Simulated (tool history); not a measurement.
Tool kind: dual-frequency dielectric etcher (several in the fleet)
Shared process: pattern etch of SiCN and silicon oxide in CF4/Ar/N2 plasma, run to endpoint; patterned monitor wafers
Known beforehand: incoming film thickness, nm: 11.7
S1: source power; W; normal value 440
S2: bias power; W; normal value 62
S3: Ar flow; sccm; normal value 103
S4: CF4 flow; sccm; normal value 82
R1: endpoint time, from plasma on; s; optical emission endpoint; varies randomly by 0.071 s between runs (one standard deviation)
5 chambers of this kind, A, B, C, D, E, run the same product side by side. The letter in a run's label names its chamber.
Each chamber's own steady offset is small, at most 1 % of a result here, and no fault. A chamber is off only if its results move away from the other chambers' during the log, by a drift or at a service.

run	hour	S1	S2	S3	S4	R1
1D	9.9	440	62	103	82	14.282
2C	22.8	440	62	103	82	14.065
3B	34.5	440	62	103	82	14.385
# hour 44.0: chamber B: bias power generator calibrated
4A	44.5	440	62	103	82	14.198
5E	54.1	440	62	103	82	14.377
6A	63.7	440	62	103	82	14.303
7C	73.6	440	62	103	82	14.173
# hour 78.4: chamber C: source power generator calibrated
8E	89.3	440	62	103	82	14.454
9D	103.1	440	62	103	82	14.237
10B	117.0	440	62	103	82	14.245
11A	128.1	440	62	103	82	14.236
12C	136.0	440	62	103	82	14.163
13D	144.9	440	62	103	82	14.326
# hour 145.2: chamber E: Ar flow controller replaced
# hour 148.1: chamber E: wet clean of the chamber
14E	156.5	440	62	103	82	14.752
# hour 165.7: chamber B: wet clean of the chamber
15B	167.6	380	62	103	82	16.199
16E	179.8	380	62	103	82	16.690
17D	189.1	380	62	103	82	16.353
18B	200.3	380	62	103	82	16.322
19C	208.5	380	62	103	82	16.182
20A	217.6	440	62	103	82	14.153
# hour 219.5: chamber D: Ar flow controller replaced
# hour 226.2: chamber A: wet clean of the chamber
21A	233.2	440	62	103	82	14.228
22C	246.1	440	62	103	82	14.251
23B	260.4	440	62	103	82	14.298
24D	269.2	440	62	103	82	14.170
25E	284.5	440	62	103	82	14.781
26D	296.7	440	62	103	82	14.360
27C	311.2	440	62	103	82	14.167
28A	325.7	440	62	103	82	14.163
29E	335.8	440	62	123	82	15.157
30B	343.9	440	62	123	82	14.662
# hour 348.2: chamber C: wet clean of the chamber
31C	358.3	440	62	123	82	14.646
# hour 362.6: chamber D: wet clean of the chamber
32B	371.2	440	62	123	82	14.725
33A	384.9	440	62	123	82	14.490
34E	394.1	440	62	103	82	14.766
35D	406.9	350	62	103	82	17.771
36A	416.9	350	62	103	82	17.376
37B	423.8	350	62	103	82	17.543
38D	432.5	350	62	103	82	17.711
39C	446.4	350	62	103	82	17.421
40E	454.0	440	62	103	82	14.761
41D	461.9	440	62	103	82	14.317
42C	471.7	440	62	103	82	14.187

For the next run the whole fleet of 5 chambers uses the same settings. Give each chamber's results:
43A	482.9	440	62	103	82	?
43B	482.9	440	62	103	82	?
43C	482.9	440	62	103	82	?
43D	482.9	440	62	103	82	?
43E	482.9	440	62	103	82	?

run	R1
43A	14.304
43B	14.166
43C	14.281
43D	14.327
43E	14.685
